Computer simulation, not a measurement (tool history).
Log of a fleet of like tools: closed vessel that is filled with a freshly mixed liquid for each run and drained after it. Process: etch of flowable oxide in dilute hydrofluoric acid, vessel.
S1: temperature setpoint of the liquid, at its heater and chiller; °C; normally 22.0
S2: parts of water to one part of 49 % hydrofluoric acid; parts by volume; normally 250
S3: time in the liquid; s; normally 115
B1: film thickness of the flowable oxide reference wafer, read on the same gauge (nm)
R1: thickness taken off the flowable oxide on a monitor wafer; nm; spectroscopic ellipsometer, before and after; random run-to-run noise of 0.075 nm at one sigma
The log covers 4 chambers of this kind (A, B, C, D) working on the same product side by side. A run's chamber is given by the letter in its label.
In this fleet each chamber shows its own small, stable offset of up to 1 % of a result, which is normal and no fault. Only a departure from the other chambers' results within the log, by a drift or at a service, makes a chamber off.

run   hour    S1   S2   S3      B1      R1
 1A    4.3  22.0  250  115  40.010  9.6478
 2C    9.7  22.0  250  115  39.996  9.5965
 3D   18.7  22.0  250  115  39.990  9.6355
 4B   24.6  22.0  250  115  39.983  9.6700
 5D   29.0  22.0  250  115  39.972  9.6674
 6A   36.7  22.0  250  115  40.000  9.5446
 7B   42.5  22.0  250  115  39.997  9.6041
 8C   49.6  22.0  250  115  39.987  9.6334
 9B   57.4  22.0  250  115  39.987  9.5899
10D   66.4  22.0  250  115  39.995  9.6866
11A   71.2  22.0  250  115  39.968  9.5178
12C   76.3  19.5  250  115  39.981  8.6255
13D   84.6  19.5  250  115  40.020  8.7779
14A   91.8  19.5  250  115  40.026  8.8262
15B  100.7  19.5  250  115  39.997  8.8692
16C  108.4  22.0  295  115  40.004  7.7817
17C  113.8  22.0  295  115  40.009  7.7852
18B  119.2  22.0  295  115  40.010  7.8713
19D  127.8  22.0  295  115  39.995  7.8416
20A  134.9  22.0  250  115  39.977  9.8363
21C  140.3  22.0  250  115  39.994  9.5714
22D  144.6  26.5  250   85  39.974  8.2999
23B  152.9  26.5  250   85  39.978  8.3094
24A  158.8  26.5  250   85  39.970  8.5237
25C  166.4  26.5  250   85  40.021  8.2475
26A  173.9  22.0  250  115  40.000  9.8058
27D  179.3  22.0  250  115  40.016  9.6526
28B  185.5  22.0  250  115  40.005  9.5662
29B  191.1  22.0  250  115  40.018  9.5950
30A  197.2  22.0  250  115  39.993  9.9373
31D  204.9  22.0  250  115  40.004  9.6854
32C  213.9  22.0  250  115  39.965  9.7379
33C  218.6  22.0  250  115  39.961  9.4826

Next, all 4 chambers run the settings below, one line each with question marks for the results. What does each chamber give?
34A  225.3  22.0  250  50       ?
34B  225.3  22.0  250  50       ?
34C  225.3  22.0  250  50       ?
34D  225.3  22.0  250  50       ?

run      R1
34A  4.4095
34B  4.1998
34C  4.1706
34D  4.1944

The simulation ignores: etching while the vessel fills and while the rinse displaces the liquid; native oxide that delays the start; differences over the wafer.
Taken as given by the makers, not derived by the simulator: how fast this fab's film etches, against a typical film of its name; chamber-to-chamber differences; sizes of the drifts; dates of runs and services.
